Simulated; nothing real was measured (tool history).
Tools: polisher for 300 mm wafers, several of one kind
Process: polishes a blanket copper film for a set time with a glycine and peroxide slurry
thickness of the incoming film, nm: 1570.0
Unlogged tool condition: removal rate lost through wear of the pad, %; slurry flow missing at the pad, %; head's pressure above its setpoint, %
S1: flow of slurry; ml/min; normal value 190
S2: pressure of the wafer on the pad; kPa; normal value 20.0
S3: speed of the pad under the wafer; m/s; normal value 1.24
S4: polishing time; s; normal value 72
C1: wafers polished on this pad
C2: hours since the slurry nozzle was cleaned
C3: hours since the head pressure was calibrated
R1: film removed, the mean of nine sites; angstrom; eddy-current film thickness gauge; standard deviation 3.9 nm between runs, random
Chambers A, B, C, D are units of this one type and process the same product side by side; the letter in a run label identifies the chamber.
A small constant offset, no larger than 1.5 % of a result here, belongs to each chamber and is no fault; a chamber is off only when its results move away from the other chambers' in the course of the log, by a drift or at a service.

{"run": "1A", "hour": 5.1, "S1": 190, "S2": 20.0, "S3": 1.24, "S4": 72, "C1": 139, "C2": 537.4, "C3": 940.1, "R1": 4795.4}
{"run": "2C", "hour": 7.5, "S1": 190, "S2": 20.0, "S3": 1.24, "S4": 72, "C1": 298, "C2": 82.0, "C3": 185.6, "R1": 4729.8}
{"run": "3B", "hour": 12.6, "S1": 190, "S2": 20.0, "S3": 1.24, "S4": 72, "C1": 1088, "C2": 658.8, "C3": 148.5, "R1": 4826.1}
{"run": "4D", "hour": 16.7, "S1": 190, "S2": 20.0, "S3": 1.24, "S4": 72, "C1": 676, "C2": 248.2, "C3": 89.9, "R1": 4623.1}
{"run": "5C", "hour": 19.2, "S1": 190, "S2": 20.0, "S3": 1.24, "S4": 72, "C1": 362, "C2": 93.7, "C3": 197.3, "R1": 4801.7}
{"hour": 22.6, "done": "chamber B: worn pad replaced by a new one"}
{"hour": 24.6, "done": "chamber D: slurry nozzle cleaned"}
{"run": "6B", "hour": 24.6, "S1": 190, "S2": 20.0, "S3": 1.24, "S4": 72, "C1": 11, "C2": 670.8, "C3": 160.5, "R1": 4847.6}
{"run": "7A", "hour": 28.9, "S1": 190, "S2": 20.0, "S3": 1.24, "S4": 72, "C1": 269, "C2": 561.2, "C3": 963.9, "R1": 4746.3}
{"run": "8D", "hour": 31.8, "S1": 190, "S2": 20.0, "S3": 1.24, "S4": 72, "C1": 759, "C2": 7.2, "C3": 105.0, "R1": 4711.1}
{"run": "9D", "hour": 37.0, "S1": 190, "S2": 20.0, "S3": 1.24, "S4": 72, "C1": 787, "C2": 12.4, "C3": 110.2, "R1": 4800.7}
{"run": "10A", "hour": 42.5, "S1": 190, "S2": 20.0, "S3": 1.24, "S4": 72, "C1": 343, "C2": 574.8, "C3": 977.5, "R1": 4751.3}
{"run": "11B", "hour": 48.1, "S1": 190, "S2": 20.0, "S3": 1.24, "S4": 72, "C1": 140, "C2": 694.3, "C3": 184.0, "R1": 4873.2}
{"run": "12C", "hour": 52.8, "S1": 190, "S2": 20.0, "S3": 1.24, "S4": 72, "C1": 546, "C2": 127.3, "C3": 230.9, "R1": 4774.4}
{"run": "13B", "hour": 56.4, "S1": 190, "S2": 20.0, "S3": 1.24, "S4": 72, "C1": 185, "C2": 702.6, "C3": 192.3, "R1": 4809.7}
{"run": "14C", "hour": 58.9, "S1": 190, "S2": 20.0, "S3": 1.24, "S4": 72, "C1": 580, "C2": 133.4, "C3": 237.0, "R1": 4797.3}
{"run": "15A", "hour": 61.8, "S1": 190, "S2": 20.0, "S3": 1.24, "S4": 72, "C1": 449, "C2": 594.1, "C3": 996.8, "R1": 4694.5}
{"run": "16D", "hour": 66.2, "S1": 190, "S2": 20.0, "S3": 1.24, "S4": 72, "C1": 947, "C2": 41.6, "C3": 139.4, "R1": 4711.6}
{"run": "17C", "hour": 69.4, "S1": 190, "S2": 20.0, "S3": 1.24, "S4": 72, "C1": 637, "C2": 143.9, "C3": 247.5, "R1": 4758.0}
{"run": "18A", "hour": 72.3, "S1": 190, "S2": 20.0, "S3": 0.98, "S4": 64, "C1": 507, "C2": 604.6, "C3": 1007.3, "R1": 3443.3}
{"run": "19B", "hour": 77.4, "S1": 190, "S2": 20.0, "S3": 0.98, "S4": 64, "C1": 300, "C2": 723.6, "C3": 213.3, "R1": 3557.2}
{"run": "20D", "hour": 82.7, "S1": 190, "S2": 20.0, "S3": 0.98, "S4": 64, "C1": 1037, "C2": 58.1, "C3": 155.9, "R1": 3406.7}
{"run": "21D", "hour": 85.6, "S1": 190, "S2": 20.0, "S3": 0.98, "S4": 64, "C1": 1053, "C2": 61.0, "C3": 158.8, "R1": 3335.7}
{"run": "22B", "hour": 89.9, "S1": 190, "S2": 25.5, "S3": 1.24, "S4": 64, "C1": 368, "C2": 736.1, "C3": 225.8, "R1": 5311.0}
{"run": "23C", "hour": 94.5, "S1": 190, "S2": 25.5, "S3": 1.24, "S4": 64, "C1": 775, "C2": 169.0, "C3": 272.6, "R1": 5248.4}
{"run": "24A", "hour": 98.5, "S1": 190, "S2": 25.5, "S3": 1.24, "S4": 64, "C1": 650, "C2": 630.8, "C3": 1033.5, "R1": 5179.8}
{"run": "25B", "hour": 103.5, "S1": 190, "S2": 25.5, "S3": 1.24, "S4": 64, "C1": 443, "C2": 749.7, "C3": 239.4, "R1": 5312.0}
{"run": "26A", "hour": 106.5, "S1": 190, "S2": 20.0, "S3": 1.24, "S4": 72, "C1": 694, "C2": 638.8, "C3": 1041.5, "R1": 4713.9}
{"run": "27C", "hour": 111.2, "S1": 190, "S2": 20.0, "S3": 1.24, "S4": 72, "C1": 866, "C2": 185.7, "C3": 289.3, "R1": 4798.4}
{"run": "28D", "hour": 113.9, "S1": 165, "S2": 20.0, "S3": 1.24, "S4": 93, "C1": 1208, "C2": 89.3, "C3": 187.1, "R1": 5510.4}
{"run": "29C", "hour": 117.0, "S1": 165, "S2": 20.0, "S3": 1.24, "S4": 93, "C1": 898, "C2": 191.5, "C3": 295.1, "R1": 6044.7}
{"run": "30D", "hour": 122.2, "S1": 165, "S2": 20.0, "S3": 1.24, "S4": 93, "C1": 1254, "C2": 97.6, "C3": 195.4, "R1": 5605.0}
{"run": "31B", "hour": 127.2, "S1": 165, "S2": 20.0, "S3": 1.24, "S4": 93, "C1": 573, "C2": 773.4, "C3": 263.1, "R1": 6034.4}
{"run": "32A", "hour": 131.4, "S1": 240, "S2": 20.0, "S3": 0.9, "S4": 72, "C1": 830, "C2": 663.7, "C3": 1066.4, "R1": 3708.0}
{"run": "33A", "hour": 135.4, "S1": 240, "S2": 20.0, "S3": 0.9, "S4": 72, "C1": 852, "C2": 667.7, "C3": 1070.4, "R1": 3698.9}
{"run": "34C", "hour": 140.0, "S1": 240, "S2": 20.0, "S3": 0.9, "S4": 72, "C1": 1024, "C2": 214.5, "C3": 318.1, "R1": 3796.7}
{"run": "35D", "hour": 143.2, "S1": 240, "S2": 20.0, "S3": 0.9, "S4": 72, "C1": 1369, "C2": 118.6, "C3": 216.4, "R1": 3418.8}

All chambers now run identical settings, listed one chamber a line with results as question marks. What results will each chamber show?
{"run": "36A", "hour": 147.1, "S1": 135, "S2": 20.0, "S3": 1.24, "S4": 72, "R1": "?"}
{"run": "36B", "hour": 147.1, "S1": 135, "S2": 20.0, "S3": 1.24, "S4": 72, "R1": "?"}
{"run": "36C", "hour": 147.1, "S1": 135, "S2": 20.0, "S3": 1.24, "S4": 72, "R1": "?"}
{"run": "36D", "hour": 147.1, "S1": 135, "S2": 20.0, "S3": 1.24, "S4": 72, "R1": "?"}

run=36A R1=4500.6
run=36B R1=4565.0
run=36C R1=4552.2
run=36D R1=3987.9

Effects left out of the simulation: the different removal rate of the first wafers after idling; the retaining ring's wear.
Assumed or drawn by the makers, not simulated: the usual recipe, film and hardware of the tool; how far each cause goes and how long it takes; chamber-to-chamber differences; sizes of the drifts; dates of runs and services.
